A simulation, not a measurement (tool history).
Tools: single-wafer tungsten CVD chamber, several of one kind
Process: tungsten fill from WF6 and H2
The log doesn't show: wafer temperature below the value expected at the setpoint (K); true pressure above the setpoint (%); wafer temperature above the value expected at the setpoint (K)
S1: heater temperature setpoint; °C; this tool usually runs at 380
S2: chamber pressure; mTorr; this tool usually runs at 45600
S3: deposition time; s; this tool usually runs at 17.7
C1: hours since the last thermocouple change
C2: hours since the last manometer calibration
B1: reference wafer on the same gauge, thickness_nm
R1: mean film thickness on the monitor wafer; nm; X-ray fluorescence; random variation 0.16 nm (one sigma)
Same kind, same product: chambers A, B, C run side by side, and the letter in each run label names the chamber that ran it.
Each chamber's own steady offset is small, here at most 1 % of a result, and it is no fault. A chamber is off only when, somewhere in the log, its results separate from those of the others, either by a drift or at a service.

run   hour   S1     S2    S3     C1      C2      B1      R1
 1A    3.4  380  45600  17.7  182.7  2576.3  34.710  42.968
 2C   10.0  380  45600  17.7  656.9   714.6  34.698  42.116
 3B   16.7  380  45600  17.7  755.3  1943.4  34.688  42.233
 4B   22.7  380  45600  17.7  761.3  1949.4  34.684  42.405
 5C   30.0  380  45600  17.7  676.9   734.6  34.698  42.123
 6A   37.6  380  45600  17.7  216.9  2610.5  34.722  42.537
 7A   43.8  380  45600  17.7  223.1  2616.7  34.711  42.957
 8B   49.5  380  45600  17.7  788.1  1976.2  34.686  42.274
 9C   55.5  380  45600  17.7  702.4   760.1  34.712  41.988
10B   59.2  380  45600  17.7  797.8  1985.9  34.709  42.305
11C   63.0  393  45600  15.2  709.9   767.6  34.659  46.596
12A   70.8  393  45600  15.2  250.1  2643.7  34.690  47.324
13A   75.6  393  45600  15.2  254.9  2648.5  34.707  47.805
14C   81.4  380  45600  17.7  728.3   786.0  34.701  42.464
15B   85.3  380  45600  17.7  823.9  2012.0  34.742  42.475
16C   91.6  380  45600  17.7  738.5   796.2  34.665  42.567
17B   97.9  380  55500  19.3  836.5  2024.6  34.704  50.611
18A  104.7  380  55500  19.3  284.0  2677.6  34.715  50.816
19A  108.6  380  55500  19.3  287.9  2681.5  34.727  51.146
20B  115.8  385  53600  17.7  854.4  2042.5  34.714  50.520
21C  120.4  385  53600  17.7  767.3   825.0  34.707  51.113
22A  127.5  385  53600  17.7  306.8  2700.4  34.694  51.095
23C  134.3  380  45600  17.7  781.2   838.9  34.688  43.326
24B  141.4  380  45600  17.7  880.0  2068.1  34.721  42.516
25B  145.5  380  45600  17.7  884.1  2072.2  34.660  42.049
26C  150.7  380  45600  17.7  797.6   855.3  34.720  43.638

Each of the 3 chambers runs these same settings next. Fill in every chamber's results:
27A  156.3  391  45600  17.7               ?
27B  156.3  391  45600  17.7               ?
27C  156.3  391  45600  17.7               ?

run      R1
27A  52.873
27B  52.498
27C  54.399

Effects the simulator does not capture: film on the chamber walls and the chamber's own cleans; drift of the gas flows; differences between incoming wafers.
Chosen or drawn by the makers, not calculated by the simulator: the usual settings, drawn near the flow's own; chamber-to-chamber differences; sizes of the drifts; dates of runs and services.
